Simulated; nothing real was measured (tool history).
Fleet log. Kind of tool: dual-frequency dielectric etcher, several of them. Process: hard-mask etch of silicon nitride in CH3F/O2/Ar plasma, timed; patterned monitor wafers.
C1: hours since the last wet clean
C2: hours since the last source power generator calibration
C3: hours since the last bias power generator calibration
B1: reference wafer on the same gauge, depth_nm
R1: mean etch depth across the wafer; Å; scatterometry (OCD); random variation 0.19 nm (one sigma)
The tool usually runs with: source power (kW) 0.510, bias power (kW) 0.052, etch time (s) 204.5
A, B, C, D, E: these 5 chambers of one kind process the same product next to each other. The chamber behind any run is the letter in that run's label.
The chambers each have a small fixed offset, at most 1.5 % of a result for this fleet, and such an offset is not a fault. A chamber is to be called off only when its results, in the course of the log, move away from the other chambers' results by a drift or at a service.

-- hour=0.6 chamber A: wet clean of the chamber
run 1A hour=2.3 | source_power_(kW)=0.510 bias_power_(kW)=0.052 etch_time_(s)=204.5 | C1=1.7 C2=782.3 C3=2660.1 | B1=137.03 | R1=1421.60
run 2E hour=4.6 | source_power_(kW)=0.510 bias_power_(kW)=0.052 etch_time_(s)=204.5 | C1=414.5 C2=1819.9 C3=554.9 | B1=136.95 | R1=1414.70
run 3B hour=7.0 | source_power_(kW)=0.510 bias_power_(kW)=0.052 etch_time_(s)=204.5 | C1=194.3 C2=1814.0 C3=1066.7 | B1=136.98 | R1=1420.90
-- hour=7.1 chamber E: source power generator calibrated
run 4C hour=9.8 | source_power_(kW)=0.510 bias_power_(kW)=0.052 etch_time_(s)=204.5 | C1=537.4 C2=2325.6 C3=3019.8 | B1=137.00 | R1=1433.00
run 5D hour=12.9 | source_power_(kW)=0.510 bias_power_(kW)=0.052 etch_time_(s)=241.0 | C1=453.1 C2=62.5 C3=263.7 | B1=136.95 | R1=1646.00
run 6E hour=15.2 | source_power_(kW)=0.510 bias_power_(kW)=0.052 etch_time_(s)=241.0 | C1=425.1 C2=8.2 C3=565.5 | B1=136.94 | R1=1667.00
run 7A hour=19.5 | source_power_(kW)=0.510 bias_power_(kW)=0.052 etch_time_(s)=241.0 | C1=18.9 C2=799.5 C3=2677.3 | B1=136.88 | R1=1677.80
run 8B hour=24.1 | source_power_(kW)=0.510 bias_power_(kW)=0.052 etch_time_(s)=241.0 | C1=211.4 C2=1831.1 C3=1083.8 | B1=136.82 | R1=1673.00
run 9C hour=28.4 | source_power_(kW)=0.510 bias_power_(kW)=0.052 etch_time_(s)=241.0 | C1=556.0 C2=2344.2 C3=3038.4 | B1=136.86 | R1=1686.80
run 10D hour=31.6 | source_power_(kW)=0.510 bias_power_(kW)=0.052 etch_time_(s)=204.5 | C1=471.8 C2=81.2 C3=282.4 | B1=136.82 | R1=1395.10
run 11D hour=35.8 | source_power_(kW)=0.510 bias_power_(kW)=0.052 etch_time_(s)=204.5 | C1=476.0 C2=85.4 C3=286.6 | B1=136.81 | R1=1396.20
run 12E hour=39.1 | source_power_(kW)=0.510 bias_power_(kW)=0.052 etch_time_(s)=204.5 | C1=449.0 C2=32.1 C3=589.4 | B1=136.81 | R1=1414.40
run 13B hour=43.1 | source_power_(kW)=0.510 bias_power_(kW)=0.052 etch_time_(s)=204.5 | C1=230.4 C2=1850.1 C3=1102.8 | B1=136.82 | R1=1418.40
run 14A hour=47.4 | source_power_(kW)=0.510 bias_power_(kW)=0.061 etch_time_(s)=204.5 | C1=46.8 C2=827.4 C3=2705.2 | B1=136.74 | R1=1489.50
run 15C hour=50.4 | source_power_(kW)=0.510 bias_power_(kW)=0.061 etch_time_(s)=204.5 | C1=578.0 C2=2366.2 C3=3060.4 | B1=136.78 | R1=1508.80
run 16D hour=54.6 | source_power_(kW)=0.510 bias_power_(kW)=0.061 etch_time_(s)=204.5 | C1=494.8 C2=104.2 C3=305.4 | B1=136.71 | R1=1466.30
run 17C hour=57.6 | source_power_(kW)=0.510 bias_power_(kW)=0.061 etch_time_(s)=204.5 | C1=585.2 C2=2373.4 C3=3067.6 | B1=136.65 | R1=1504.00
run 18E hour=60.9 | source_power_(kW)=0.510 bias_power_(kW)=0.061 etch_time_(s)=204.5 | C1=470.8 C2=53.9 C3=611.2 | B1=136.65 | R1=1491.10
run 19B hour=62.9 | source_power_(kW)=0.510 bias_power_(kW)=0.052 etch_time_(s)=204.5 | C1=250.2 C2=1869.9 C3=1122.6 | B1=136.66 | R1=1417.00
run 20A hour=65.5 | source_power_(kW)=0.510 bias_power_(kW)=0.052 etch_time_(s)=204.5 | C1=64.9 C2=845.5 C3=2723.3 | B1=136.67 | R1=1416.30
run 21D hour=67.5 | source_power_(kW)=0.510 bias_power_(kW)=0.052 etch_time_(s)=204.5 | C1=507.7 C2=117.1 C3=318.3 | B1=136.61 | R1=1396.50
run 22E hour=70.5 | source_power_(kW)=0.510 bias_power_(kW)=0.052 etch_time_(s)=204.5 | C1=480.4 C2=63.5 C3=620.8 | B1=136.60 | R1=1417.10
run 23B hour=74.1 | source_power_(kW)=0.510 bias_power_(kW)=0.052 etch_time_(s)=204.5 | C1=261.4 C2=1881.1 C3=1133.8 | B1=136.59 | R1=1415.60
run 24A hour=78.0 | source_power_(kW)=0.510 bias_power_(kW)=0.052 etch_time_(s)=204.5 | C1=77.4 C2=858.0 C3=2735.8 | B1=136.56 | R1=1414.90
run 25C hour=82.2 | source_power_(kW)=0.510 bias_power_(kW)=0.052 etch_time_(s)=204.5 | C1=609.8 C2=2398.0 C3=3092.2 | B1=136.61 | R1=1431.00
run 26B hour=85.8 | source_power_(kW)=0.510 bias_power_(kW)=0.052 etch_time_(s)=204.5 | C1=273.1 C2=1892.8 C3=1145.5 | B1=136.54 | R1=1416.60
run 27C hour=88.1 | source_power_(kW)=0.510 bias_power_(kW)=0.052 etch_time_(s)=204.5 | C1=615.7 C2=2403.9 C3=3098.1 | B1=136.51 | R1=1429.60
run 28E hour=91.5 | source_power_(kW)=0.410 bias_power_(kW)=0.052 etch_time_(s)=157.5 | C1=501.4 C2=84.5 C3=641.8 | B1=136.46 | R1=1000.20
run 29D hour=95.1 | source_power_(kW)=0.410 bias_power_(kW)=0.052 etch_time_(s)=157.5 | C1=535.3 C2=144.7 C3=345.9 | B1=136.48 | R1=987.01
-- hour=98.5 chamber C: wet clean of the chamber
run 30A hour=99.6 | source_power_(kW)=0.410 bias_power_(kW)=0.052 etch_time_(s)=157.5 | C1=99.0 C2=879.6 C3=2757.4 | B1=136.48 | R1=1000.10
run 31C hour=103.5 | source_power_(kW)=0.410 bias_power_(kW)=0.052 etch_time_(s)=157.5 | C1=5.1 C2=2419.3 C3=3113.5 | B1=136.45 | R1=1009.30
run 32A hour=107.2 | source_power_(kW)=0.410 bias_power_(kW)=0.052 etch_time_(s)=157.5 | C1=106.6 C2=887.2 C3=2765.0 | B1=136.37 | R1=999.05
run 33E hour=111.4 | source_power_(kW)=0.510 bias_power_(kW)=0.052 etch_time_(s)=204.5 | C1=521.3 C2=104.4 C3=661.7 | B1=136.38 | R1=1412.00
run 34B hour=114.3 | source_power_(kW)=0.510 bias_power_(kW)=0.052 etch_time_(s)=204.5 | C1=301.6 C2=1921.3 C3=1174.0 | B1=136.41 | R1=1413.70
run 35D hour=117.9 | source_power_(kW)=0.510 bias_power_(kW)=0.052 etch_time_(s)=204.5 | C1=558.1 C2=167.5 C3=368.7 | B1=136.38 | R1=1390.70
run 36C hour=122.5 | source_power_(kW)=0.510 bias_power_(kW)=0.052 etch_time_(s)=204.5 | C1=24.1 C2=2438.3 C3=3132.5 | B1=136.32 | R1=1430.40
run 37A hour=125.0 | source_power_(kW)=0.510 bias_power_(kW)=0.052 etch_time_(s)=204.5 | C1=124.4 C2=905.0 C3=2782.8 | B1=136.28 | R1=1414.10
run 38E hour=127.8 | source_power_(kW)=0.510 bias_power_(kW)=0.052 etch_time_(s)=204.5 | C1=537.7 C2=120.8 C3=678.1 | B1=136.29 | R1=1407.50
run 39B hour=130.2 | source_power_(kW)=0.510 bias_power_(kW)=0.052 etch_time_(s)=204.5 | C1=317.5 C2=1937.2 C3=1189.9 | B1=136.29 | R1=1413.10
run 40D hour=132.5 | source_power_(kW)=0.510 bias_power_(kW)=0.061 etch_time_(s)=181.5 | C1=572.7 C2=182.1 C3=383.3 | B1=136.29 | R1=1295.40

Next, all 5 chambers run the settings below, one line each with question marks for the results. What does each chamber give?
run 41A hour=135.9 | source_power_(kW)=0.510 bias_power_(kW)=0.052 etch_time_(s)=204.5 | R1=?
run 41B hour=135.9 | source_power_(kW)=0.510 bias_power_(kW)=0.052 etch_time_(s)=204.5 | R1=?
run 41C hour=135.9 | source_power_(kW)=0.510 bias_power_(kW)=0.052 etch_time_(s)=204.5 | R1=?
run 41D hour=135.9 | source_power_(kW)=0.510 bias_power_(kW)=0.052 etch_time_(s)=204.5 | R1=?
run 41E hour=135.9 | source_power_(kW)=0.510 bias_power_(kW)=0.052 etch_time_(s)=204.5 | R1=?

run=41A R1=1417.10
run=41B R1=1412.30
run=41C R1=1427.60
run=41D R1=1390.20
run=41E R1=1411.20
